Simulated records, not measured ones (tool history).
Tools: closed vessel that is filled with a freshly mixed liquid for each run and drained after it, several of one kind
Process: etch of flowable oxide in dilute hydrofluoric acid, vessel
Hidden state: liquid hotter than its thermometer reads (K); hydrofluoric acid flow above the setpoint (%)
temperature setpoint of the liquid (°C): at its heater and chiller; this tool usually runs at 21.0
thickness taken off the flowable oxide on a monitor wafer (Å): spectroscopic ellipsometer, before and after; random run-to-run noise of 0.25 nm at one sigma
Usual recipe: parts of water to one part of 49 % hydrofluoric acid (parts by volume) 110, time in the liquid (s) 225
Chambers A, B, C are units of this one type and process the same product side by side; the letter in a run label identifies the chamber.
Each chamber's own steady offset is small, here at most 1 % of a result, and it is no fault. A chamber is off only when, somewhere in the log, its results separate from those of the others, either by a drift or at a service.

run    day  temperature setpoint of the liquid (°C)  parts of water to one part of 49 % hydrofluoric acid (parts by volume)  time in the liquid (s)  hours since the thermometer was replaced  hours since the hydrofluoric acid flow meter was replaced  read-back film thickness of the flowable oxide reference wafer, read on the same gauge (nm)  thickness taken off the flowable oxide on a monitor wafer (Å)
 1C  0.242                                     21.0                                                                     110                     225                                      35.1                                                       81.2                                                                                       129.99                                                         395.99
 2A  0.533                                     21.0                                                                     110                     225                                    1631.6                                                     2484.7                                                                                       130.02                                                         404.50
 3B  0.783                                     21.0                                                                     110                     225                                     623.8                                                      352.5                                                                                       130.00                                                         399.50
 4C  0.992                                     21.0                                                                     110                     225                                      53.1                                                       99.2                                                                                       130.00                                                         400.03
 5B  1.154                                     21.0                                                                      75                     300                                     632.7                                                      361.4                                                                                       129.99                                                         815.62
 6A  1.346                                     21.0                                                                      75                     300                                    1651.1                                                     2504.2                                                                                       130.00                                                         821.79
 7C  1.617                                     21.0                                                                      75                     300                                      68.1                                                      114.2                                                                                       129.99                                                         806.57
 8B  1.821                                     21.0                                                                     110                     225                                     648.7                                                      377.4                                                                                       130.03                                                         402.06
 9A  2.083                                     21.0                                                                     110                     225                                    1668.8                                                     2521.9                                                                                       130.01                                                         403.81
10C  2.225                                     19.5                                                                      55                     225                                      82.7                                                      128.8                                                                                       130.00                                                         796.09
11B  2.379                                     19.5                                                                      55                     225                                     662.1                                                      390.8                                                                                       130.01                                                         824.05
12A  2.550                                     19.5                                                                      55                     225                                    1680.0                                                     2533.1                                                                                       129.97                                                         810.58
13A  2.758                                     21.0                                                                     110                     225                                    1685.0                                                     2538.1                                                                                       129.99                                                         403.93
14C  3.050                                     21.0                                                                      80                     225                                     102.5                                                      148.6                                                                                       130.02                                                         563.17
15B  3.192                                     21.0                                                                      80                     225                                     681.6                                                      410.3                                                                                       130.01                                                         584.74
16C  3.450                                     21.0                                                                      80                     225                                     112.1                                                      158.2                                                                                       129.98                                                         566.65
17B  3.742                                     21.0                                                                     110                     225                                     694.8                                                      423.5                                                                                       130.00                                                         413.12
18A  4.017                                     21.0                                                                     110                     225                                    1715.2                                                     2568.3                                                                                       129.99                                                         407.57
19B  4.183                                     21.0                                                                     110                     225                                     705.4                                                      434.1                                                                                       129.99                                                         414.48
     4.429  -- chamber A: hydrofluoric acid flow meter replaced
20A  4.438                                     24.5                                                                     110                     225                                    1725.3                                                        0.3                                                                                       130.00                                                         463.53
21C  4.617                                     24.5                                                                     110                     225                                     140.1                                                      186.2                                                                                       130.00                                                         456.30
22C  4.771                                     24.5                                                                     110                     225                                     143.8                                                      189.9                                                                                       129.99                                                         457.14
23A  4.962                                     21.0                                                                     110                     225                                    1737.9                                                       12.9                                                                                       129.99                                                         399.50
24B  5.221                                     21.0                                                                     145                     225                                     730.3                                                      459.0                                                                                       130.01                                                         307.25
25C  5.512                                     21.0                                                                     145                     225                                     161.6                                                      207.7                                                                                       130.00                                                         292.32
26B  5.667                                     21.0                                                                     145                     225                                     741.0                                                      469.7                                                                                       130.00                                                         307.64
27A  5.900                                     21.0                                                                     110                     225                                    1760.4                                                       35.4                                                                                       129.99                                                         402.68
28B  6.083                                     18.5                                                                      60                     225                                     751.0                                                      479.7                                                                                       130.00                                                         748.41
29C  6.329                                     18.5                                                                      60                     225                                     181.2                                                      227.3                                                                                       129.98                                                         692.44
30A  6.521                                     18.5                                                                      60                     225                                    1775.3                                                       50.3                                                                                       130.02                                                         705.81
31B  6.662                                     21.0                                                                     110                     225                                     764.9                                                      493.6                                                                                       129.98                                                         431.48
32A  6.833                                     21.0                                                                     110                     225                                    1782.8                                                       57.8                                                                                       130.01                                                         405.96
33C  7.108                                     21.0                                                                     110                     225                                     199.9                                                      246.0                                                                                       130.02                                                         398.46

One chamber off, gauge drift, or nothing amiss beyond the chambers' own small offsets? If it is a chamber, which one, and what is the likeliest cause?

It is chamber B that slowly wanders off from its peers.
What lies behind it: liquid hotter than its thermometer reads (K) = 1.96.
With only this log, it may be confused with: hydrofluoric acid flow above the setpoint (%).

Below are 4 candidate recipes for chamber B's next run, each the usual settings with a change, their results shown as question marks. Which of them brings B's results back in line with what the other chambers give on the usual settings?
To be in line, a result may differ from the other chambers' mean on the usual settings by at most: thickness taken off the flowable oxide on a monitor wafer (Å) 8.60
34B-1  7.321                                     21.0                                                                     110                     210                                                                                                                                                                                                                                                                ?
34B-2  7.321                                     22.0                                                                     110                     225                                                                                                                                                                                                                                                                ?
34B-3  7.321                                     20.0                                                                     110                     225                                                                                                                                                                                                                                                                ?
34B-4  7.321                                     23.0                                                                     110                     225                                                                                                                                                                                                                                                                ?

The mean the other chambers reach with the usual settings: thickness taken off the flowable oxide on a monitor wafer (Å) 401.13
  run  thickness taken off the flowable oxide on a monitor wafer (Å)
34B-1                                                         402.82
34B-2                                                         449.17
34B-3                                                         414.71
34B-4                                                         467.11
Change 34B-1 lands the chamber within the allowed miss of the other chambers.
